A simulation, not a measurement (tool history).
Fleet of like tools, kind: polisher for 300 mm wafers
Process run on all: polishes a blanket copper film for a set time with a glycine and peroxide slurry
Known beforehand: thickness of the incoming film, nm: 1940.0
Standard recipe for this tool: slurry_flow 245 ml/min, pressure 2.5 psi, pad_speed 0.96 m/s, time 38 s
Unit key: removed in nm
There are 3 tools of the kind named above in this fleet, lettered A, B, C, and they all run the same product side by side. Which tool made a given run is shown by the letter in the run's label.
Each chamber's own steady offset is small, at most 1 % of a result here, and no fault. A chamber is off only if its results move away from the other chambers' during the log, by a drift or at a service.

run,hour,slurry_flow,pressure,pad_speed,time,wafers polished on this pad,hours since the slurry nozzle was cleaned,hours since the head pressure was calibrated,removed
# hour 2.2: chamber C: worn pad replaced by a new one
1B,10.8,245,2.5,0.96,38,305,165.9,1258,176.24
2A,15.6,245,2.5,0.96,38,704,116.6,283.1,182.1
3C,22.7,245,2.5,0.96,38,270,440.4,145.4,181.98
4A,33.3,245,2.5,0.96,38,936,134.3,300.8,179
5C,38.7,245,2.5,0.96,38,479,456.4,161.4,181.75
# hour 39.5: chamber A: worn pad replaced by a new one
6B,43.7,245,2.5,0.96,38,736,198.8,1290.9,181.08
# hour 52.7: chamber B: head pressure recalibrated
7A,54.1,245,2.5,0.96,38,192,155.1,321.6,178.83
8B,63.5,245,2.5,0.96,38,996,218.6,10.8,177.77
# hour 67.7: chamber B: worn pad replaced by a new one
9C,70.9,245,2.5,0.96,38,902,488.6,193.6,185.44
10A,78.7,245,2.5,0.96,38,514,179.7,346.2,179.93
11B,83.9,245,2.5,0.96,38,213,239,31.2,178.56
12C,91.7,245,2.5,0.96,38,1174,509.4,214.4,190.8
13A,97.5,245,2.5,0.96,38,761,198.5,365,177.47
14B,108,245,2.5,0.96,38,529,263.1,55.3,176.85
# hour 108.9: chamber C: worn pad replaced by a new one
15C,117.8,245,2.5,0.96,38,117,535.5,240.5,186.98
16C,125.7,245,2.5,0.96,38,221,543.4,248.4,188.67
# hour 132.2: chamber B: slurry nozzle cleaned
17B,134.9,245,2.5,0.96,38,881,2.8,82.2,176.72
# hour 137.2: chamber A: worn pad replaced by a new one
18A,144.7,245,2.5,0.96,38,98,245.7,412.2,177.75
19A,153.7,245,2.5,0.96,38,216,254.7,421.2,180.38
# hour 158.5: chamber B: worn pad replaced by a new one
20C,162.8,245,2.5,0.96,38,707,580.5,285.5,189.82
21B,169.8,245,2.5,0.96,38,148,37.7,117.1,177.21
22C,180.9,245,2.5,0.96,38,944,598.6,303.6,194.32
23A,188.1,245,2.5,0.96,38,667,289.1,455.6,178.24
24B,198.6,245,2.5,0.96,38,526,66.5,145.9,176.08
25C,205.3,245,2.5,0.96,38,1264,623,328,197.32

Has any chamber moved away from the others, gradually or after a service, or does the common gauge drift, or do the chambers differ only by their own small steady offsets? State the chamber and the most likely cause if one applies.

One chamber, C, drifts off from the rest bit by bit.
Likeliest cause: head's pressure above its setpoint, % = 11.7.

Below are 4 candidate recipes for chamber C's next run, each the usual settings with a change, their results shown as question marks. Which of them brings C's results back in line with what the other chambers give on the usual settings?
Allowed miss from the other chambers' usual-settings mean, per result, to count as in line: removed 6.2 nm
26C-1,213.4,255,2.5,1.24,38,,,,?
26C-2,213.4,245,2.5,0.84,38,,,,?
26C-3,213.4,245,2.3,0.88,35,,,,?
26C-4,213.4,245,2.7,1.02,38,,,,?

What the other chambers average on the usual settings: removed 178.16 nm
run,removed
26C-1,246.89
26C-2,178.2
26C-3,159.54
26C-4,222.24
26C-2 is the one that brings the chamber's results back in line with the other chambers.
